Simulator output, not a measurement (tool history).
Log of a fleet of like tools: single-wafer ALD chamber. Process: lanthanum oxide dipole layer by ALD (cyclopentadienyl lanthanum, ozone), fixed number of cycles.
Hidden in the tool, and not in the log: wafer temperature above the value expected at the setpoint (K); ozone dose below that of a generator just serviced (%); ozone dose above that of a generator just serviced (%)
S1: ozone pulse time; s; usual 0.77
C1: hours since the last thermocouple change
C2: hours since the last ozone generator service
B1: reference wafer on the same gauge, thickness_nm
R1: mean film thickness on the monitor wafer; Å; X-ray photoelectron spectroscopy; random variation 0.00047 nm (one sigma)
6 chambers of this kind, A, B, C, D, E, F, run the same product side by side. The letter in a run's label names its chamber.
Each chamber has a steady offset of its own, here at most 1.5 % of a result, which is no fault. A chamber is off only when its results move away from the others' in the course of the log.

Run 1F, hour 5: usual settings; C1 320.7; C2 9.5; B1 0.50296. Result: R1 4.5743 Å.
Run 2E, hour 9.5: usual settings; C1 2450; C2 316.8; B1 0.5031. Result: R1 4.5237 Å.
Run 3D, hour 12.5: usual settings; C1 918.6; C2 972.9; B1 0.50315. Result: R1 4.5242 Å.
Run 4A, hour 18.2: usual settings; C1 1070.5; C2 940; B1 0.50329. Result: R1 4.6091 Å.
Run 5B, hour 21.2: usual settings; C1 1339.4; C2 64.9; B1 0.50321. Result: R1 4.5565 Å.
Run 6C, hour 24.6: usual settings; C1 1717.1; C2 959.4; B1 0.5034. Result: R1 4.4781 Å.
Run 7D, hour 29.3: usual settings; C1 935.4; C2 989.7; B1 0.50341. Result: R1 4.5278 Å.
Run 8B, hour 35: usual settings but S1 1.05 s; C1 1353.2; C2 78.7; B1 0.50341. Result: R1 5.0844 Å.
Run 9E, hour 39.7: usual settings but S1 1.05 s; C1 2480.2; C2 347; B1 0.50353. Result: R1 5.0588 Å.
Run 10F, hour 45.6: usual settings but S1 1.05 s; C1 361.3; C2 50.1; B1 0.50353. Result: R1 5.1007 Å.
Run 11C, hour 48.5: usual settings but S1 1.05 s; C1 1741; C2 983.3; B1 0.50348. Result: R1 5.0114 Å.
Run 12A, hour 53.8: usual settings but S1 1.05 s; C1 1106.1; C2 975.6; B1 0.50367. Result: R1 5.1406 Å.
At hour 54.2: chamber A: thermocouple changed; heater temperature recalibrated.
Run 13B, hour 57: usual settings but S1 1.05 s; C1 1375.2; C2 100.7; B1 0.50354. Result: R1 5.0837 Å.
Run 14A, hour 60.9: usual settings but S1 0.47 s; C1 6.8; C2 982.7; B1 0.50386. Result: R1 3.5934 Å.
Run 15F, hour 64.8: usual settings but S1 0.47 s; C1 380.5; C2 69.3; B1 0.50374. Result: R1 3.5438 Å.
Run 16D, hour 69.3: usual settings but S1 0.47 s; C1 975.4; C2 1029.7; B1 0.50383. Result: R1 3.4926 Å.
Run 17E, hour 72: usual settings but S1 0.47 s; C1 2512.5; C2 379.3; B1 0.50398. Result: R1 3.5037 Å.
Run 18C, hour 76.9: usual settings but S1 0.47 s; C1 1769.4; C2 1011.7; B1 0.50389. Result: R1 3.5036 Å.
Run 19C, hour 81.8: usual settings but S1 0.47 s; C1 1774.3; C2 1016.6; B1 0.50405. Result: R1 3.5074 Å.
Run 20B, hour 86.6: usual settings; C1 1404.8; C2 130.3; B1 0.50419. Result: R1 4.5557 Å.
Run 21E, hour 91.3: usual settings; C1 2531.8; C2 398.6; B1 0.50406. Result: R1 4.5354 Å.
Run 22F, hour 96.2: usual settings; C1 411.9; C2 100.7; B1 0.50409. Result: R1 4.5766 Å.
Run 23A, hour 101.1: usual settings; C1 47; C2 1022.9; B1 0.50424. Result: R1 4.6106 Å.
Run 24D, hour 103.7: usual settings; C1 1009.8; C2 1064.1; B1 0.50423. Result: R1 4.5272 Å.
Run 25B, hour 108.6: usual settings; C1 1426.8; C2 152.3; B1 0.50437. Result: R1 4.5599 Å.
Run 26E, hour 112.9: usual settings; C1 2553.4; C2 420.2; B1 0.50443. Result: R1 4.541 Å.
Run 27D, hour 118.7: usual settings; C1 1024.8; C2 1079.1; B1 0.50449. Result: R1 4.5342 Å.
Run 28F, hour 122.2: usual settings; C1 437.9; C2 126.7; B1 0.5046. Result: R1 4.5801 Å.
At hour 127.1: chamber D: ozone generator serviced.
Run 29C, hour 127.2: usual settings; C1 1819.7; C2 1062; B1 0.50453. Result: R1 4.4906 Å.
Run 30A, hour 130.4: usual settings; C1 76.3; C2 1052.2; B1 0.50457. Result: R1 4.6089 Å.
Run 31B, hour 135.6: usual settings; C1 1453.8; C2 179.3; B1 0.50463. Result: R1 4.5665 Å.
Run 32D, hour 139.3: usual settings; C1 1045.4; C2 12.3; B1 0.50462. Result: R1 4.5325 Å.
Run 33F, hour 143: usual settings; C1 458.7; C2 147.5; B1 0.50483. Result: R1 4.5854 Å.
Run 34A, hour 146.2: usual settings; C1 92.1; C2 1068; B1 0.50465. Result: R1 4.611 Å.
Run 35C, hour 150: usual settings but S1 1.03 s; C1 1842.5; C2 1084.8; B1 0.50478. Result: R1 4.9948 Å.
Run 36E, hour 154.6: usual settings but S1 1.03 s; C1 2595.1; C2 461.9; B1 0.50485. Result: R1 5.0514 Å.
Run 37B, hour 157.8: usual settings but S1 1.03 s; C1 1476; C2 201.5; B1 0.50478. Result: R1 5.068 Å.
Run 38D, hour 161.7: usual settings but S1 1.03 s; C1 1067.8; C2 34.7; B1 0.50485. Result: R1 5.0425 Å.
Run 39C, hour 165.2: usual settings but S1 1.03 s; C1 1857.7; C2 1100; B1 0.50494. Result: R1 4.9945 Å.
Run 40A, hour 167.9: usual settings but S1 1.03 s; C1 113.8; C2 1089.7; B1 0.50497. Result: R1 5.1244 Å.
Run 41E, hour 173.8: usual settings but S1 1.05 s; C1 2614.3; C2 481.1; B1 0.50512. Result: R1 5.0925 Å.

All 6 chambers run these settings next. Forecast each chamber's results:
Run 42A, hour 178: usual settings. Result: R1 ?.
Run 42B, hour 178: usual settings. Result: R1 ?.
Run 42C, hour 178: usual settings. Result: R1 ?.
Run 42D, hour 178: usual settings. Result: R1 ?.
Run 42E, hour 178: usual settings. Result: R1 ?.
Run 42F, hour 178: usual settings. Result: R1 ?.

run      R1
42A  4.6252
42B  4.5587
42C  4.4989
42D  4.5368
42E   4.554
42F  4.5899
